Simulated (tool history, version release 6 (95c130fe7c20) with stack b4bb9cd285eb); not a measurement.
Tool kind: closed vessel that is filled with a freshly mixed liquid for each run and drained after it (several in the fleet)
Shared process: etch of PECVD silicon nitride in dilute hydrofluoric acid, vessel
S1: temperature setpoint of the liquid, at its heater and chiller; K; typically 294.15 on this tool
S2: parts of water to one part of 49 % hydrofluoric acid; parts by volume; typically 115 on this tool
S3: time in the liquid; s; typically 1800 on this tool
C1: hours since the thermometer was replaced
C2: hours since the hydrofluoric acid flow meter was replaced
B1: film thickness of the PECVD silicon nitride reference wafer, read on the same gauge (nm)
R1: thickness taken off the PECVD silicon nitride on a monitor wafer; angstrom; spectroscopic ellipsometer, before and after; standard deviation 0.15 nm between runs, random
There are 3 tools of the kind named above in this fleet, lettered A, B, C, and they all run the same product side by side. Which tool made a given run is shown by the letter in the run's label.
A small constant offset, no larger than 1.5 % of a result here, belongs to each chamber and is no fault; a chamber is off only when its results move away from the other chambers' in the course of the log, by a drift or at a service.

| run | hour | S1 | S2 | S3 | C1 | C2 | B1 | R1 |
|---|---|---|---|---|---|---|---|---|
| 1C | 10.6 | 294.15 | 115 | 1800 | 1878.7 | 275.2 | 140 | 222.31 |
| 2B | 19 | 294.15 | 115 | 1800 | 925.5 | 74.3 | 140 | 221.13 |
| 3A | 27.6 | 294.15 | 115 | 1800 | 294.2 | 391.5 | 140.01 | 216.94 |
| 4B | 35.7 | 294.15 | 115 | 1800 | 942.2 | 91 | 140.01 | 220.4 |
| 5C | 45.2 | 294.15 | 115 | 1800 | 1913.3 | 309.8 | 140 | 222.48 |
| 6A | 56.6 | 294.15 | 115 | 1800 | 323.2 | 420.5 | 140.01 | 216.9 |
| 7B | 63 | 294.15 | 115 | 1800 | 969.5 | 118.3 | 140 | 222.02 |
| 8C | 70 | 294.15 | 115 | 1800 | 1938.1 | 334.6 | 140.01 | 222.67 |
| 9A | 82.6 | 290.15 | 115 | 1800 | 349.2 | 446.5 | 140.01 | 164.83 |
| 10B | 94.7 | 290.15 | 115 | 1800 | 1001.2 | 150 | 140.01 | 166.07 |
| 11A | 104.3 | 290.15 | 115 | 1800 | 370.9 | 468.2 | 140.01 | 163.46 |
| 12C | 117.3 | 294.15 | 115 | 1800 | 1985.4 | 381.9 | 140 | 223.01 |
| 13B | 128.5 | 294.15 | 115 | 1800 | 1035 | 183.8 | 140.02 | 222 |
| 14A | 142.2 | 294.15 | 115 | 1800 | 408.8 | 506.1 | 140 | 217.48 |
| 15C | 149.4 | 292.15 | 115 | 2715 | 2017.5 | 414 | 140.01 | 292.81 |
| 16B | 163 | 292.15 | 115 | 2715 | 1069.5 | 218.3 | 140.01 | 289.38 |
| 17C | 176.8 | 292.15 | 115 | 2715 | 2044.9 | 441.4 | 140.01 | 291.89 |
|  | 176.9 | chamber A: hydrofluoric acid flow meter replaced |
| 18A | 187.7 | 294.15 | 115 | 1800 | 454.3 | 10.8 | 140.01 | 218.2 |
| 19C | 195.5 | 294.15 | 115 | 1800 | 2063.6 | 460.1 | 140.02 | 223.44 |
| 20B | 206 | 294.15 | 115 | 1800 | 1112.5 | 261.3 | 139.99 | 219.73 |
| 21A | 219.7 | 294.15 | 115 | 1800 | 486.3 | 42.8 | 140.01 | 220.22 |
| 22B | 228.7 | 294.15 | 115 | 1800 | 1135.2 | 284 | 140.01 | 219.2 |
| 23C | 239.9 | 294.15 | 115 | 1800 | 2108 | 504.5 | 139.99 | 225.1 |
| 24A | 249.2 | 294.15 | 115 | 1800 | 515.8 | 72.3 | 140 | 217.22 |
| 25A | 260.4 | 294.15 | 115 | 1800 | 527 | 83.5 | 140 | 217.15 |
| 26C | 267.8 | 294.15 | 115 | 1800 | 2135.9 | 532.4 | 139.99 | 222.07 |

Next, every chamber runs the same settings. What will each give?
| 27A | 277.8 | 294.15 | 115 | 1800 |  |  |  | ? |
| 27B | 277.8 | 294.15 | 115 | 1800 |  |  |  | ? |
| 27C | 277.8 | 294.15 | 115 | 1800 |  |  |  | ? |

| run | R1 |
|---|---|
| 27A | 218.57 |
| 27B | 221.81 |
| 27C | 224 |
